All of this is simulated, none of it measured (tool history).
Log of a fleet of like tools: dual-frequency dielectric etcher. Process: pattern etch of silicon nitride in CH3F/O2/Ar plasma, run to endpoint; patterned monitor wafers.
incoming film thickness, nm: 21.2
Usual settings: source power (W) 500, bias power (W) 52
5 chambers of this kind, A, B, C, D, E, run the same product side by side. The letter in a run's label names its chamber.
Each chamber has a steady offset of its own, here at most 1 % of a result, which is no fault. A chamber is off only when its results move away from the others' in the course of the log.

run	hour	source power (W)	bias power (W)	endpoint time (s)
1E	11.8	500	52	31.408
2A	23.5	500	52	31.323
3D	34.9	500	52	31.124
# hour 37.8: chamber C: source power generator calibrated
# hour 40.5: chamber B: wet clean of the chamber
4B	43.1	500	52	31.766
5C	52.5	500	52	31.237
6D	61.1	500	52	30.995
7A	70.6	500	52	31.345
8C	80.8	500	52	31.407
9E	89.9	500	52	31.284
10B	97.5	500	52	31.848
11A	103.9	500	52	31.229
# hour 110.7: chamber D: wet clean of the chamber
12D	113.2	500	52	30.952
13B	121.8	460	52	32.675
14E	129.7	460	52	32.505
15C	138.6	460	52	32.440
16C	151.1	460	52	32.652
# hour 155.3: chamber A: wet clean of the chamber
17E	160.1	460	52	32.088
18D	171.2	550	52	30.151
19B	184.3	550	52	30.696
20A	196.8	550	52	30.473
21C	209.1	550	52	30.126
22A	215.3	550	52	30.198
# hour 218.9: chamber E: bias power generator calibrated
23B	227.2	500	52	31.977
24D	239.8	500	52	31.267
25E	250.9	500	52	31.131
26D	263.0	500	52	31.072
27B	270.5	500	52	31.518
28A	278.8	500	52	31.121
29E	285.8	500	52	30.662
30C	294.2	500	52	31.486
31E	303.8	500	52	30.678
32D	315.1	500	52	31.040
33A	327.5	500	52	31.319
34B	333.8	500	65	29.235
35C	342.3	500	65	29.227
36D	351.3	500	65	28.958

All 5 chambers run these settings next. Forecast each chamber's results:
37A	360.7	610	52	?
37B	360.7	610	52	?
37C	360.7	610	52	?
37D	360.7	610	52	?
37E	360.7	610	52	?

run	endpoint time (s)
37A	29.036
37B	29.274
37C	28.828
37D	28.891
37E	27.985

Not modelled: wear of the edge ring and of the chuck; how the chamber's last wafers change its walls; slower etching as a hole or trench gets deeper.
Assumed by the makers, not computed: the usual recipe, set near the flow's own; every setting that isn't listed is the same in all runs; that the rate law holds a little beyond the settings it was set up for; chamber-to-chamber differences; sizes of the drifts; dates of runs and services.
